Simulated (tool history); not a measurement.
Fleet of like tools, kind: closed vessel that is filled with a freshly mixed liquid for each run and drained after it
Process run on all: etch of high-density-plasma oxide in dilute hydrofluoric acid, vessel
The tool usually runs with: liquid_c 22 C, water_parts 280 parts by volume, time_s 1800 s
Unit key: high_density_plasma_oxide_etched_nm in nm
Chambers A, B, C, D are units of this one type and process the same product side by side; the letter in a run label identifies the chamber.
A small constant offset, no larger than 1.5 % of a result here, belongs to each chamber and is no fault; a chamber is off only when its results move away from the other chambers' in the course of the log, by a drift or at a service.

run,hour,liquid_c,water_parts,time_s,hours since the thermometer was replaced,hours since the hydrofluoric acid flow meter was replaced,"read-back film thickness of the high-density-plasma oxide reference wafer, read on the same gauge (nm)",high_density_plasma_oxide_etched_nm
1A,4.3,22,280,1800,152.8,1134.3,89.999,28.919
2B,6.4,22,280,1800,602.8,252.5,90.037,28.798
3C,10.5,22,280,1800,509.9,791,90.017,28.418
4D,12.9,22,280,1800,324.1,146.4,90.013,28.584
5A,15.2,22,280,1800,163.7,1145.2,90.051,28.559
6C,19.5,22,280,1800,518.9,800,90.017,28.387
7B,24.3,19,415,1800,620.7,270.4,90.022,15.331
8D,28.8,19,415,1800,340,162.3,90.017,15.674
9C,33.5,19,415,1800,532.9,814,90.053,15.44
10B,37.2,19,415,1800,633.6,283.3,90.011,15.292
11A,41,22,280,1800,189.5,1171,89.991,28.21
12D,45.6,22,280,1800,356.8,179.1,90.048,29.349
13D,50.5,22,385,1800,361.7,184,89.93,19.012
14C,54.9,22,385,1800,554.3,835.4,90.033,18.725
15A,59.4,22,385,1800,207.9,1189.4,90.017,18.981
16B,64,22,385,1800,660.4,310.1,89.969,18.669
17D,67.2,22,280,1800,378.4,200.7,89.979,29.078
18C,69.6,22,280,1800,569,850.1,90.007,28.343
19A,74.2,22,280,1800,222.7,1204.2,90.003,28.402
20B,77,22,280,1800,673.4,323.1,90.012,27.948
21D,81.1,22,280,1800,392.3,214.6,90,28.751
22A,84.9,22,280,1800,233.4,1214.9,89.987,28.29
23B,88.3,22,280,1800,684.7,334.4,90.052,27.623
24C,93.1,22,280,1800,592.5,873.6,89.99,28.198
25A,95.7,22,330,2780,244.2,1225.7,89.968,36.268
26B,99,22,330,2780,695.4,345.1,90.042,33.593
27C,103.8,22,330,2780,603.2,884.3,90.028,35.447
28D,108.7,22,330,2780,419.9,242.2,89.977,35.861
29C,111.9,22,335,1800,611.3,892.4,89.986,22.692
30D,115.9,22,335,1800,427.1,249.4,90.004,23.189
31A,118,22,335,1800,266.5,1248,89.984,22.59
32B,120.3,22,335,1800,716.7,366.4,89.947,21.015
33C,125.1,22,280,1800,624.5,905.6,90.039,28.715
34A,128.8,22,280,1800,277.3,1258.8,90.037,28.406
35D,131.6,20.5,160,1800,442.8,265.1,89.962,52.583
36B,135.9,20.5,160,1800,732.3,382,89.955,50.094

Is one chamber off against the others, does the gauge drift, or is nothing wrong? If a chamber is off, say which, and what the likeliest cause is.

Chamber B drifts away from the others.
Likeliest cause: hydrofluoric acid flow below the setpoint (%) = 6.15.
The log may not separate it from: liquid colder than its thermometer reads (K).

Which of the 4 candidates below, each the usual settings with something changed and its results left as question marks, puts chamber B back in line with what the other chambers give on the usual settings?
In line means no further than this from the other chambers' mean on the usual settings: high_density_plasma_oxide_etched_nm 0.76 nm
37B-1,139.4,22,275,1825,,,,?
37B-2,139.4,22,280,1955,,,,?
37B-3,139.4,22,285,1775,,,,?
37B-4,139.4,22,300,1800,,,,?

Other chambers, usual settings, mean: high_density_plasma_oxide_etched_nm 28.577 nm
run,high_density_plasma_oxide_etched_nm
37B-1,27.171
37B-2,28.435
37B-3,25.23
37B-4,23.927
With 37B-2, the chamber falls back in line with the rest.
